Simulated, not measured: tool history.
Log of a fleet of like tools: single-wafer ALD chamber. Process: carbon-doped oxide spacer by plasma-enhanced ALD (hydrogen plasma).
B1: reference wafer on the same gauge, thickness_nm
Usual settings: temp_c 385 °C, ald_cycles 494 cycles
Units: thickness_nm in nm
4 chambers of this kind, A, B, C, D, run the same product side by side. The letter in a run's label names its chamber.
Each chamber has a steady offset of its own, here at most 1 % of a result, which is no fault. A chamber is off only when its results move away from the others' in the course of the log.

Run 1B, day 0.154: usual settings; B1 25.183. Result: thickness_nm 24.841 nm.
Run 2A, day 0.429: usual settings; B1 25.218. Result: thickness_nm 24.789 nm.
Run 3D, day 0.583: usual settings; B1 25.198. Result: thickness_nm 24.761 nm.
Run 4C, day 0.767: usual settings; B1 25.196. Result: thickness_nm 24.693 nm.
Run 5D, day 0.917: usual settings but temp_c 396 °C, ald_cycles 525 cycles; B1 25.221. Result: thickness_nm 26.095 nm.
Run 6B, day 1.158: usual settings but temp_c 396 °C, ald_cycles 525 cycles; B1 25.176. Result: thickness_nm 26.538 nm.
Run 7C, day 1.321: usual settings but temp_c 396 °C, ald_cycles 525 cycles; B1 25.195. Result: thickness_nm 26.245 nm.
Run 8A, day 1.588: usual settings but temp_c 396 °C, ald_cycles 525 cycles; B1 25.204. Result: thickness_nm 26.277 nm.
Run 9D, day 1.754: usual settings; B1 25.218. Result: thickness_nm 24.609 nm.
Run 10B, day 1.992: usual settings; B1 25.209. Result: thickness_nm 24.925 nm.
Run 11A, day 2.208: usual settings but temp_c 378 °C; B1 25.231. Result: thickness_nm 24.21 nm.
Run 12C, day 2.408: usual settings but temp_c 378 °C; B1 25.24. Result: thickness_nm 24.692 nm.
Run 13A, day 2.679: usual settings but temp_c 378 °C; B1 25.206. Result: thickness_nm 24.459 nm.
Run 14D, day 2.825: usual settings but temp_c 378 °C; B1 25.191. Result: thickness_nm 24.632 nm.
Run 15C, day 3.012: usual settings; B1 25.188. Result: thickness_nm 24.414 nm.
Run 16B, day 3.179: usual settings; B1 25.235. Result: thickness_nm 25.011 nm.
Run 17C, day 3.383: usual settings; B1 25.187. Result: thickness_nm 24.601 nm.
Run 18D, day 3.638: usual settings; B1 25.216. Result: thickness_nm 24.795 nm.
At day 3.692: chamber A: thermocouple changed; heater temperature recalibrated.
Run 19B, day 3.904: usual settings; B1 25.194. Result: thickness_nm 24.849 nm.
Run 20A, day 4.117: usual settings but ald_cycles 456 cycles; B1 25.204. Result: thickness_nm 22.583 nm.
Run 21A, day 4.25: usual settings but ald_cycles 456 cycles; B1 25.198. Result: thickness_nm 22.736 nm.
Run 22D, day 4.392: usual settings but ald_cycles 456 cycles; B1 25.209. Result: thickness_nm 22.891 nm.
Run 23C, day 4.662: usual settings but ald_cycles 456 cycles; B1 25.23. Result: thickness_nm 22.971 nm.
Run 24B, day 4.812: usual settings; B1 25.218. Result: thickness_nm 25.059 nm.
Run 25A, day 4.979: usual settings; B1 25.205. Result: thickness_nm 24.493 nm.
Run 26D, day 5.175: usual settings; B1 25.212. Result: thickness_nm 24.839 nm.
Run 27C, day 5.333: usual settings; B1 25.187. Result: thickness_nm 24.926 nm.
Run 28B, day 5.592: usual settings; B1 25.214. Result: thickness_nm 24.896 nm.
Run 29C, day 5.858: usual settings; B1 25.19. Result: thickness_nm 24.916 nm.
Run 30A, day 6.012: usual settings but temp_c 399 °C, ald_cycles 580 cycles; B1 25.184. Result: thickness_nm 28.751 nm.
Run 31B, day 6.204: usual settings but temp_c 399 °C, ald_cycles 580 cycles; B1 25.215. Result: thickness_nm 29.239 nm.
Run 32D, day 6.421: usual settings but temp_c 399 °C, ald_cycles 580 cycles; B1 25.196. Result: thickness_nm 29.051 nm.
Run 33B, day 6.662: usual settings but temp_c 399 °C, ald_cycles 580 cycles; B1 25.19. Result: thickness_nm 29.069 nm.
Run 34C, day 6.896: usual settings; B1 25.172. Result: thickness_nm 24.715 nm.
Run 35D, day 7.154: usual settings; B1 25.228. Result: thickness_nm 24.582 nm.
Run 36A, day 7.425: usual settings but temp_c 378 °C, ald_cycles 430 cycles; B1 25.187. Result: thickness_nm 21.242 nm.
Run 37C, day 7.654: usual settings but temp_c 378 °C, ald_cycles 430 cycles; B1 25.197. Result: thickness_nm 21.536 nm.
Run 38D, day 7.796: usual settings but temp_c 378 °C, ald_cycles 430 cycles; B1 25.207. Result: thickness_nm 21.504 nm.

Next, every chamber runs the same settings. What will each give?
Run 39A, day 7.992: usual settings but temp_c 397 °C. Result: thickness_nm ?.
Run 39B, day 7.992: usual settings but temp_c 397 °C. Result: thickness_nm ?.
Run 39C, day 7.992: usual settings but temp_c 397 °C. Result: thickness_nm ?.
Run 39D, day 7.992: usual settings but temp_c 397 °C. Result: thickness_nm ?.

run  thickness_nm
39A        24.535
39B        24.817
39C        24.803
39D        24.741
